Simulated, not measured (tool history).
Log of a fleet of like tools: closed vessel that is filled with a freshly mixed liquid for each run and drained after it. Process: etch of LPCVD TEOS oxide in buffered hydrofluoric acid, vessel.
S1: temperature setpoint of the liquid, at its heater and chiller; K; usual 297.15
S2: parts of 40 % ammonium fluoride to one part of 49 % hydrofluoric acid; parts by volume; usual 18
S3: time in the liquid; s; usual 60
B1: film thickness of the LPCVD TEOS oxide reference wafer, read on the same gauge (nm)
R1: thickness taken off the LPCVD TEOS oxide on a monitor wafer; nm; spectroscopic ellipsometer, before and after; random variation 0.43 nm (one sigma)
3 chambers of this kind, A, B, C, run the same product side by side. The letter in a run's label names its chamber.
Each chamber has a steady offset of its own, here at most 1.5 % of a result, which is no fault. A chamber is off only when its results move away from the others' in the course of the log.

run 1B hour=4.3 | S1=297.15 S2=18 S3=60 | B1=29.950 | R1=84.263
run 2C hour=11.6 | S1=297.15 S2=18 S3=60 | B1=30.040 | R1=85.691
run 3A hour=17.3 | S1=297.15 S2=18 S3=60 | B1=29.985 | R1=83.701
run 4A hour=20.7 | S1=297.15 S2=18 S3=60 | B1=30.011 | R1=84.028
run 5C hour=23.9 | S1=297.15 S2=18 S3=60 | B1=30.043 | R1=85.551
run 6B hour=30.7 | S1=297.15 S2=18 S3=60 | B1=29.961 | R1=83.830
run 7B hour=33.9 | S1=297.15 S2=18 S3=60 | B1=30.004 | R1=84.507
run 8C hour=37.3 | S1=297.15 S2=18 S3=60 | B1=30.032 | R1=85.583
run 9A hour=40.5 | S1=297.15 S2=18 S3=60 | B1=29.979 | R1=83.461
run 10A hour=45.2 | S1=297.15 S2=18 S3=60 | B1=30.002 | R1=83.921
run 11B hour=50.4 | S1=297.15 S2=18 S3=60 | B1=29.981 | R1=84.247
run 12C hour=56.6 | S1=297.15 S2=18 S3=60 | B1=29.973 | R1=85.159
run 13A hour=60.6 | S1=297.15 S2=18 S3=95 | B1=30.027 | R1=132.190
run 14B hour=65.6 | S1=297.15 S2=18 S3=95 | B1=30.065 | R1=133.480
run 15C hour=70.2 | S1=297.15 S2=18 S3=95 | B1=30.029 | R1=136.600
run 16B hour=73.9 | S1=297.15 S2=18 S3=60 | B1=30.004 | R1=84.673
run 17A hour=79.7 | S1=297.15 S2=18 S3=60 | B1=29.997 | R1=83.947
run 18C hour=84.5 | S1=297.15 S2=18 S3=60 | B1=30.026 | R1=87.598
run 19A hour=91.4 | S1=297.15 S2=18 S3=60 | B1=30.029 | R1=83.372
run 20B hour=98.3 | S1=297.15 S2=18 S3=60 | B1=29.954 | R1=83.632
run 21C hour=102.6 | S1=297.15 S2=18 S3=60 | B1=30.021 | R1=87.685
run 22C hour=108.8 | S1=297.15 S2=18 S3=60 | B1=30.033 | R1=87.645
run 23A hour=116.2 | S1=297.15 S2=14 S3=60 | B1=30.063 | R1=108.680
run 24B hour=120.0 | S1=297.15 S2=14 S3=60 | B1=29.957 | R1=107.880
run 25A hour=124.4 | S1=297.15 S2=14 S3=60 | B1=30.004 | R1=107.540
run 26B hour=131.6 | S1=297.15 S2=18 S3=60 | B1=30.022 | R1=84.800
run 27C hour=137.9 | S1=297.15 S2=18 S3=60 | B1=30.028 | R1=88.660
run 28A hour=143.9 | S1=297.15 S2=18 S3=35 | B1=29.994 | R1=48.722
run 29C hour=150.9 | S1=297.15 S2=18 S3=35 | B1=30.027 | R1=51.996
run 30B hour=155.6 | S1=297.15 S2=18 S3=35 | B1=29.998 | R1=49.148

What goes on in this fleet: one chamber off, a drifting gauge, or nothing beyond the chambers' own small offsets? Name the chamber and the cause, if any.

Chamber C drifts away from the others.
Cause: hydrofluoric acid flow above the setpoint (%) = 5.25.
The log may not tell that from: liquid hotter than its thermometer reads (K).

Here are 4 candidates for chamber C's next run, each the usual settings with a change, their results left as question marks. Which one brings its results back in line with what the others give on the usual settings?
In line means no further than this from the other chambers' mean on the usual settings: R1 1.500 nm
run 31C-1 hour=161.0 | S1=297.15 S2=17.5 S3=60 | R1=?
run 31C-2 hour=161.0 | S1=296.65 S2=18.5 S3=60 | R1=?
run 31C-3 hour=161.0 | S1=297.15 S2=18.5 S3=60 | R1=?
run 31C-4 hour=161.0 | S1=297.15 S2=17.0 S3=60 | R1=?

The other chambers' mean on the usual settings: R1 84.016 nm
run=31C-1 R1=91.905
run=31C-2 R1=84.670
run=31C-3 R1=87.021
run=31C-4 R1=94.564
31C-2 brings the chamber back in line.
